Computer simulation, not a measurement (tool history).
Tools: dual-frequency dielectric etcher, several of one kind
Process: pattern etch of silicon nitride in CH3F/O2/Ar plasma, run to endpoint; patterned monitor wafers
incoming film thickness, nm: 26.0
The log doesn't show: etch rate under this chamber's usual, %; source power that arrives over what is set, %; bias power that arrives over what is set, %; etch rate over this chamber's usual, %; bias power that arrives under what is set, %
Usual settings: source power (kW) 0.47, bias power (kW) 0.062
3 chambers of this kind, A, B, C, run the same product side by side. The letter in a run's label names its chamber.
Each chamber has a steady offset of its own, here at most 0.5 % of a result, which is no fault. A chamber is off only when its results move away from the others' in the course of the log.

run,day,source power (kW),bias power (kW),hours since the last wet clean,hours since the last source power generator calibration,hours since the last bias power generator calibration,endpoint time (s)
1C,0.45,0.47,0.062,169.9,463.2,1390.8,37.213
2B,0.908,0.47,0.062,345.1,934.9,4046.2,37.177
3A,1.133,0.47,0.062,271.9,367.4,2700.9,37.141
4A,1.496,0.47,0.062,280.6,376.1,2709.6,37.253
5B,1.721,0.47,0.062,364.6,954.4,4065.7,37.031
6C,2.15,0.38,0.054,210.7,504,1431.6,42.051
7C,2.354,0.38,0.054,215.6,508.9,1436.5,41.911
8B,2.771,0.38,0.054,389.8,979.6,4090.9,42.321
9A,3.212,0.47,0.062,321.8,417.3,2750.8,37.44
10A,3.429,0.47,0.062,327,422.5,2756,37.722
11C,3.788,0.47,0.062,250,543.3,1470.9,36.9
12B,3.988,0.52,0.055,419,1008.8,4120.1,37.258
13C,4.2,0.52,0.055,259.9,553.2,1480.8,37.274
14B,4.6,0.52,0.055,433.7,1023.5,4134.8,37.333
15A,4.933,0.47,0.062,363.1,458.6,2792.1,37.673
# day 5.104: chamber A: bias power generator calibrated
16A,5.229,0.47,0.062,370.2,465.7,3.1,37.59
17B,5.446,0.47,0.062,454,1043.8,4155.1,37.186
18C,5.725,0.47,0.062,296.5,589.8,1517.4,37.103
19A,6.004,0.47,0.069,388.8,484.3,21.7,36.788
20C,6.433,0.47,0.069,313.5,606.8,1534.4,35.974
21B,6.692,0.47,0.069,483.9,1073.7,4185,35.899
22B,7.054,0.41,0.062,492.6,1082.4,4193.7,39.213
23C,7.421,0.41,0.062,337.2,630.5,1558.1,38.937
24A,7.775,0.41,0.062,431.3,526.8,64.2,40.199
25B,8.208,0.56,0.071,520.3,1110.1,4221.4,32.904
26A,8.458,0.56,0.071,447.7,543.2,80.6,34.406
# day 8.55: chamber B: wet clean of the chamber
27C,8.788,0.56,0.071,370,663.3,1590.9,33.3
28A,9.017,0.47,0.062,461.1,556.6,94,38.463
29C,9.45,0.47,0.062,385.9,679.2,1606.8,37.005
# day 9.504: chamber B: bias power generator calibrated
30B,9.738,0.47,0.062,28.6,1146.8,5.7,37.425
31C,10.088,0.47,0.062,401.2,694.5,1622.1,37.17
32A,10.45,0.52,0.073,495.5,591,128.4,35.066
33B,10.892,0.52,0.073,56.3,1174.5,33.4,33.474
34A,11.229,0.52,0.073,514.2,609.7,147.1,35.279
35B,11.6,0.47,0.062,73.3,1191.5,50.4,36.764
36C,11.988,0.47,0.062,446.8,740.1,1667.7,37.364
37B,12.196,0.47,0.062,87.6,1205.8,64.7,37.179

All 3 chambers run these settings next. Forecast each chamber's results:
38A,12.525,0.57,0.062,,,,?
38B,12.525,0.57,0.062,,,,?
38C,12.525,0.57,0.062,,,,?

run,endpoint time (s)
38A,36.295
38B,34.154
38C,34.489
